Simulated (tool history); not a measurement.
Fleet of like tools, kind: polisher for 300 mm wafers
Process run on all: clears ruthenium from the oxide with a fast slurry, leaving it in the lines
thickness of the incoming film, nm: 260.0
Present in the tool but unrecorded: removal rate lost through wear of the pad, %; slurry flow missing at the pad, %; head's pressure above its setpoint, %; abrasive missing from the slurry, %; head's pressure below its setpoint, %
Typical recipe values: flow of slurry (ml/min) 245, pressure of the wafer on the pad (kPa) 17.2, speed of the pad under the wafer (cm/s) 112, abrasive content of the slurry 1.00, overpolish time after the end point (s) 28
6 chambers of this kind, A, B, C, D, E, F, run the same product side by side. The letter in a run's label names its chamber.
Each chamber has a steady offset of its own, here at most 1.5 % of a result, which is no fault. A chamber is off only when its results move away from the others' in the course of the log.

| run | day | flow of slurry (ml/min) | pressure of the wafer on the pad (kPa) | speed of the pad under the wafer (cm/s) | abrasive content of the slurry | overpolish time after the end point (s) | wafers polished on this pad | hours since the slurry nozzle was cleaned | hours since the head pressure was calibrated | hours since the slurry blender was calibrated | time until the end point was called (s) | dishing of a wide line in a test structure (nm) |
|---|---|---|---|---|---|---|---|---|---|---|---|---|
| 1C | 0.133 | 245 | 17.2 | 112 | 1.00 | 28 | 246 | 219.5 | 125.0 | 103.3 | 53.390 | 87.813 |
| 2B | 0.321 | 245 | 17.2 | 112 | 1.00 | 28 | 743 | 369.8 | 271.3 | 188.8 | 53.726 | 89.867 |
|  | 0.450 | chamber B: worn pad replaced by a new one |
|  | 0.488 | chamber D: slurry blender recalibrated |
| 3F | 0.533 | 245 | 17.2 | 112 | 1.00 | 28 | 571 | 47.9 | 701.7 | 89.2 | 53.885 | 89.985 |
| 4A | 0.658 | 245 | 17.2 | 112 | 1.00 | 28 | 1036 | 185.1 | 212.7 | 254.1 | 53.515 | 90.860 |
| 5E | 0.883 | 245 | 17.2 | 112 | 1.00 | 28 | 391 | 490.2 | 954.5 | 63.6 | 54.095 | 91.033 |
| 6D | 1.054 | 245 | 17.2 | 112 | 1.00 | 28 | 215 | 201.5 | 114.1 | 13.6 | 53.423 | 92.265 |
| 7E | 1.250 | 245 | 17.2 | 112 | 1.00 | 28 | 444 | 499.0 | 963.3 | 72.4 | 53.112 | 92.266 |
| 8C | 1.450 | 245 | 17.2 | 112 | 1.00 | 28 | 438 | 251.1 | 156.6 | 134.9 | 54.747 | 88.863 |
|  | 1.550 | chamber A: slurry blender recalibrated |
| 9B | 1.671 | 245 | 17.2 | 112 | 1.00 | 28 | 178 | 402.2 | 303.7 | 221.2 | 55.897 | 88.079 |
| 10F | 1.875 | 245 | 17.2 | 112 | 1.00 | 28 | 767 | 80.1 | 733.9 | 121.4 | 53.325 | 89.821 |
| 11A | 2.075 | 245 | 17.2 | 112 | 1.00 | 28 | 1242 | 219.1 | 246.7 | 12.6 | 53.803 | 89.824 |
| 12D | 2.233 | 245 | 17.2 | 112 | 0.80 | 28 | 387 | 229.8 | 142.4 | 41.9 | 60.047 | 83.441 |
| 13A | 2.438 | 245 | 17.2 | 112 | 0.80 | 28 | 1295 | 227.8 | 255.4 | 21.3 | 60.779 | 83.006 |
| 14B | 2.571 | 245 | 17.2 | 112 | 0.80 | 28 | 309 | 423.8 | 325.3 | 242.8 | 60.562 | 83.122 |
|  | 2.621 | chamber C: worn pad replaced by a new one |
|  | 2.729 | chamber C: slurry nozzle cleaned |
| 15D | 2.733 | 245 | 17.2 | 112 | 0.80 | 28 | 460 | 241.8 | 154.4 | 53.9 | 59.042 | 84.689 |
| 16C | 2.850 | 245 | 17.2 | 112 | 0.80 | 28 | 33 | 3.0 | 190.2 | 168.5 | 60.452 | 82.358 |
| 17F | 2.971 | 245 | 17.2 | 112 | 0.80 | 28 | 927 | 106.4 | 760.2 | 147.7 | 59.206 | 81.688 |
| 18E | 3.162 | 245 | 17.2 | 112 | 1.00 | 28 | 723 | 544.9 | 1009.2 | 118.3 | 52.849 | 90.959 |
| 19B | 3.371 | 245 | 17.2 | 112 | 1.00 | 28 | 426 | 443.0 | 344.5 | 262.0 | 52.373 | 90.234 |
| 20C | 3.567 | 245 | 17.2 | 112 | 1.00 | 28 | 138 | 20.2 | 207.4 | 185.7 | 53.898 | 89.161 |
| 21E | 3.771 | 245 | 13.8 | 82 | 1.00 | 28 | 812 | 559.5 | 1023.8 | 132.9 | 91.732 | 60.176 |
| 22F | 3.917 | 245 | 13.8 | 82 | 1.00 | 28 | 1065 | 129.1 | 782.9 | 170.4 | 93.143 | 58.549 |
|  | 4.012 | chamber A: worn pad replaced by a new one |
| 23A | 4.038 | 245 | 13.8 | 82 | 1.00 | 28 | 4 | 266.2 | 293.8 | 59.7 | 92.220 | 59.357 |
| 24D | 4.171 | 245 | 13.8 | 82 | 1.00 | 28 | 669 | 276.3 | 188.9 | 88.4 | 89.967 | 59.354 |
|  | 4.238 | chamber F: worn pad replaced by a new one |
| 25D | 4.279 | 245 | 13.8 | 82 | 1.00 | 28 | 685 | 278.9 | 191.5 | 91.0 | 90.365 | 59.865 |
| 26A | 4.512 | 245 | 13.8 | 82 | 1.00 | 28 | 73 | 277.6 | 305.2 | 71.1 | 93.233 | 59.802 |
| 27C | 4.717 | 245 | 17.2 | 112 | 1.00 | 28 | 305 | 47.8 | 235.0 | 213.3 | 54.324 | 89.576 |
| 28B | 4.896 | 245 | 17.2 | 112 | 1.00 | 28 | 648 | 479.6 | 381.1 | 298.6 | 53.444 | 89.243 |
| 29E | 5.108 | 245 | 22.1 | 112 | 1.25 | 28 | 1007 | 591.6 | 1055.9 | 165.0 | 37.609 | 114.520 |
| 30F | 5.254 | 245 | 22.1 | 112 | 1.25 | 28 | 148 | 161.2 | 815.0 | 202.5 | 38.339 | 113.660 |
| 31C | 5.454 | 245 | 22.1 | 112 | 1.25 | 28 | 413 | 65.5 | 252.7 | 231.0 | 37.927 | 110.690 |
| 32E | 5.688 | 245 | 22.1 | 112 | 1.25 | 28 | 1091 | 605.5 | 1069.8 | 178.9 | 38.108 | 114.710 |
| 33B | 5.812 | 245 | 22.1 | 112 | 1.25 | 28 | 782 | 501.6 | 403.1 | 320.6 | 38.004 | 112.980 |
| 34F | 5.958 | 245 | 22.1 | 112 | 1.25 | 28 | 251 | 178.1 | 831.9 | 219.4 | 38.469 | 112.320 |
|  | 6.038 | chamber B: slurry nozzle cleaned |
| 35A | 6.108 | 245 | 17.2 | 112 | 1.00 | 28 | 306 | 315.9 | 343.5 | 109.4 | 53.327 | 90.860 |
|  | 6.271 | chamber B: worn pad replaced by a new one |
| 36D | 6.333 | 245 | 17.2 | 112 | 1.00 | 28 | 985 | 328.2 | 240.8 | 140.3 | 52.791 | 88.728 |
| 37D | 6.542 | 245 | 17.2 | 112 | 1.00 | 28 | 1015 | 333.2 | 245.8 | 145.3 | 53.569 | 89.636 |
| 38A | 6.658 | 245 | 17.2 | 112 | 1.00 | 28 | 386 | 329.1 | 356.7 | 122.6 | 54.268 | 91.235 |
| 39F | 6.812 | 245 | 17.2 | 112 | 1.00 | 28 | 375 | 198.6 | 852.4 | 239.9 | 54.520 | 87.618 |
| 40C | 6.946 | 245 | 17.2 | 112 | 1.00 | 28 | 630 | 101.3 | 288.5 | 266.8 | 54.957 | 89.719 |
| 41B | 7.125 | 245 | 17.2 | 112 | 1.00 | 28 | 125 | 26.2 | 434.6 | 352.1 | 53.151 | 89.821 |

All 6 chambers run these settings next. Forecast each chamber's results:
| 42A | 7.296 | 245 | 17.2 | 112 | 1.00 | 28 |  |  |  |  | ? | ? |
| 42B | 7.296 | 245 | 17.2 | 112 | 1.00 | 28 |  |  |  |  | ? | ? |
| 42C | 7.296 | 245 | 17.2 | 112 | 1.00 | 28 |  |  |  |  | ? | ? |
| 42D | 7.296 | 245 | 17.2 | 112 | 1.00 | 28 |  |  |  |  | ? | ? |
| 42E | 7.296 | 245 | 17.2 | 112 | 1.00 | 28 |  |  |  |  | ? | ? |
| 42F | 7.296 | 245 | 17.2 | 112 | 1.00 | 28 |  |  |  |  | ? | ? |

| run | time until the end point was called (s) | dishing of a wide line in a test structure (nm) |
|---|---|---|
| 42A | 54.380 | 90.197 |
| 42B | 55.556 | 90.278 |
| 42C | 53.508 | 89.799 |
| 42D | 53.432 | 90.955 |
| 42E | 53.811 | 90.198 |
| 42F | 55.836 | 90.637 |

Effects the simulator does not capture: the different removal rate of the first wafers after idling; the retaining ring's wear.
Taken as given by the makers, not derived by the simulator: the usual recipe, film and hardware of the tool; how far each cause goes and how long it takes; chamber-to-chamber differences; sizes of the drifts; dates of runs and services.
